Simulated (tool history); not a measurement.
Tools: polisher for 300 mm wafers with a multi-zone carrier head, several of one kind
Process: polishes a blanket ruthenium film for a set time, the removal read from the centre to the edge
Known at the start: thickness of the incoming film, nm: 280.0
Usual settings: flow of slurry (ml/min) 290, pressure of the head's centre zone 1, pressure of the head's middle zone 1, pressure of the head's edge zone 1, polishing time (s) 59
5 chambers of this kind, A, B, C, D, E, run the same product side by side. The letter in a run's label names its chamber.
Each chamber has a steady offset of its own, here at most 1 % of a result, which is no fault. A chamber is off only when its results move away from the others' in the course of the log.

| run | hour | flow of slurry (ml/min) | pressure of the head's centre zone | pressure of the head's middle zone | pressure of the head's edge zone | polishing time (s) | film removed at the wafer's centre (Å) | film removed at mid-radius (Å) | film removed at the wafer's edge (Å) |
|---|---|---|---|---|---|---|---|---|---|
| 1D | 3.2 | 290 | 1 | 1 | 1 | 59 | 981.23 | 984.96 | 974.92 |
| 2E | 7.1 | 290 | 1 | 1 | 1 | 59 | 967.91 | 966.54 | 962.29 |
| 3C | 10.5 | 290 | 1 | 1 | 1 | 59 | 985.04 | 977.05 | 965.11 |
| 4A | 13.8 | 290 | 1 | 1 | 1 | 59 | 967.08 | 991.8 | 968.32 |
|  | 15.4 | chamber A: worn pad replaced by a new one |
| 5B | 18 | 290 | 1 | 1 | 1 | 59 | 970.74 | 981.01 | 963.87 |
| 6C | 22.4 | 290 | 1 | 1 | 1 | 59 | 974.66 | 963.45 | 953.03 |
| 7E | 25.9 | 290 | 1 | 1 | 1.08 | 59 | 977.8 | 979.34 | 1019.7 |
| 8A | 30.4 | 290 | 1 | 1 | 1.08 | 59 | 972.49 | 975.39 | 988.47 |
| 9D | 34.1 | 290 | 1 | 1 | 1.08 | 59 | 961.54 | 972 | 1023.1 |
|  | 34.8 | chamber C: worn pad replaced by a new one |
| 10B | 36.6 | 290 | 1 | 1 | 1.08 | 59 | 960.43 | 960.95 | 1035.8 |
| 11B | 40.4 | 290 | 1 | 1 | 1.08 | 59 | 972.41 | 959.72 | 1017.5 |
| 12C | 43.4 | 290 | 0.94 | 1 | 1 | 48 | 736.19 | 780.78 | 769.85 |
| 13E | 46 | 290 | 0.94 | 1 | 1 | 48 | 737.39 | 783.48 | 781.91 |
|  | 46.4 | chamber B: worn pad replaced by a new one |
| 14A | 49.6 | 290 | 0.94 | 1 | 1 | 48 | 729.35 | 798.29 | 794.74 |
| 15D | 52 | 290 | 0.94 | 1 | 1 | 48 | 722.72 | 807.41 | 796.18 |
| 16A | 55.3 | 290 | 0.94 | 1 | 1 | 48 | 734.31 | 778.72 | 781.48 |
| 17D | 59.9 | 290 | 1 | 1 | 1 | 59 | 966.13 | 966.12 | 982.26 |
| 18B | 63.3 | 290 | 1 | 1 | 1 | 59 | 975.52 | 974.67 | 969.31 |
| 19C | 67.9 | 290 | 1 | 1 | 1 | 59 | 993.36 | 981.86 | 959.44 |
| 20E | 69.9 | 290 | 1 | 1 | 1 | 59 | 980.9 | 957.9 | 960.56 |
| 21C | 74.7 | 290 | 1 | 1 | 1 | 59 | 974.11 | 964.57 | 966.36 |
|  | 77.2 | chamber D: worn pad replaced by a new one |
|  | 78.1 | chamber A: worn pad replaced by a new one |
| 22E | 78.5 | 290 | 1 | 1 | 1 | 59 | 974.4 | 966.17 | 990.58 |
| 23A | 82.8 | 290 | 1 | 1 | 1 | 59 | 979.78 | 980.19 | 955.54 |
|  | 85 | chamber B: worn pad replaced by a new one |
|  | 85.2 | chamber E: worn pad replaced by a new one |
| 24D | 85.8 | 290 | 1 | 0.95 | 0.93 | 59 | 976.36 | 932.62 | 920.26 |
| 25B | 89 | 290 | 1 | 0.95 | 0.93 | 59 | 956.83 | 910.94 | 927.07 |
| 26A | 92.2 | 290 | 1 | 0.95 | 0.93 | 59 | 970.34 | 935.85 | 923.16 |
| 27E | 95 | 290 | 1 | 0.95 | 0.93 | 59 | 987.85 | 937.05 | 925.06 |
|  | 98.2 | chamber B: slurry nozzle cleaned |
| 28B | 99.7 | 290 | 1 | 0.95 | 0.93 | 59 | 972.7 | 928.15 | 945.45 |
| 29C | 104.4 | 290 | 1 | 1 | 1 | 59 | 961.83 | 956.06 | 979.71 |
| 30D | 109 | 290 | 1.06 | 1 | 1 | 59 | 1038.7 | 984.64 | 983.97 |
| 31D | 112.3 | 290 | 1.06 | 1 | 1 | 59 | 1043.7 | 986.03 | 963.94 |
| 32E | 116.3 | 290 | 1.06 | 1 | 1 | 59 | 1070.8 | 963.27 | 983.02 |
| 33B | 119.3 | 290 | 1.06 | 1 | 1 | 59 | 1042.6 | 956.92 | 971.35 |
| 34C | 122.2 | 290 | 1.06 | 1 | 1 | 59 | 1044.7 | 958.88 | 965.29 |
| 35A | 126.3 | 290 | 1 | 1 | 1 | 59 | 980.12 | 976.72 | 972.04 |
|  | 128.4 | chamber A: worn pad replaced by a new one |
| 36E | 129.6 | 290 | 1 | 1 | 1.06 | 59 | 1024.5 | 971.69 | 1004.9 |
| 37A | 133.9 | 290 | 1 | 1 | 1.06 | 59 | 984.76 | 967.05 | 992.09 |
| 38C | 138.4 | 290 | 1 | 1 | 1.06 | 59 | 961.71 | 972.41 | 978.24 |

Is one chamber off against the others, does the gauge drift, or is nothing wrong? If a chamber is off, say which, and what the likeliest cause is.

Chamber E drifts away from the others.
Cause: centre zone's pressure above its setpoint, % = 5.15.

Here are 4 candidates for chamber E's next run, each the usual settings with a change, their results left as question marks. Which one brings its results back in line with what the others give on the usual settings?
In line means no further than this from the other chambers' mean on the usual settings: film removed at the wafer's centre (Å) 32; film removed at mid-radius (Å) 41; film removed at the wafer's edge (Å) 45
| 39E-1 | 141.9 | 295 | 1.09 | 0.97 | 0.98 | 60 | ? | ? | ? |
| 39E-2 | 141.9 | 290 | 1.04 | 0.99 | 0.99 | 59 | ? | ? | ? |
| 39E-3 | 141.9 | 290 | 0.96 | 1.01 | 1.01 | 59 | ? | ? | ? |
| 39E-4 | 141.9 | 285 | 0.91 | 1.03 | 1.02 | 58 | ? | ? | ? |

The other chambers' mean on the usual settings: film removed at the wafer's centre (Å) 970.28; film removed at mid-radius (Å) 969.96; film removed at the wafer's edge (Å) 968.43
| run | film removed at the wafer's centre (Å) | film removed at mid-radius (Å) | film removed at the wafer's edge (Å) |
|---|---|---|---|
| 39E-1 | 1148.7 | 952.22 | 974.59 |
| 39E-2 | 1070.9 | 952.46 | 962 |
| 39E-3 | 980.25 | 970.31 | 972.01 |
| 39E-4 | 906.25 | 969.59 | 959.04 |
39E-3 brings the chamber back in line.
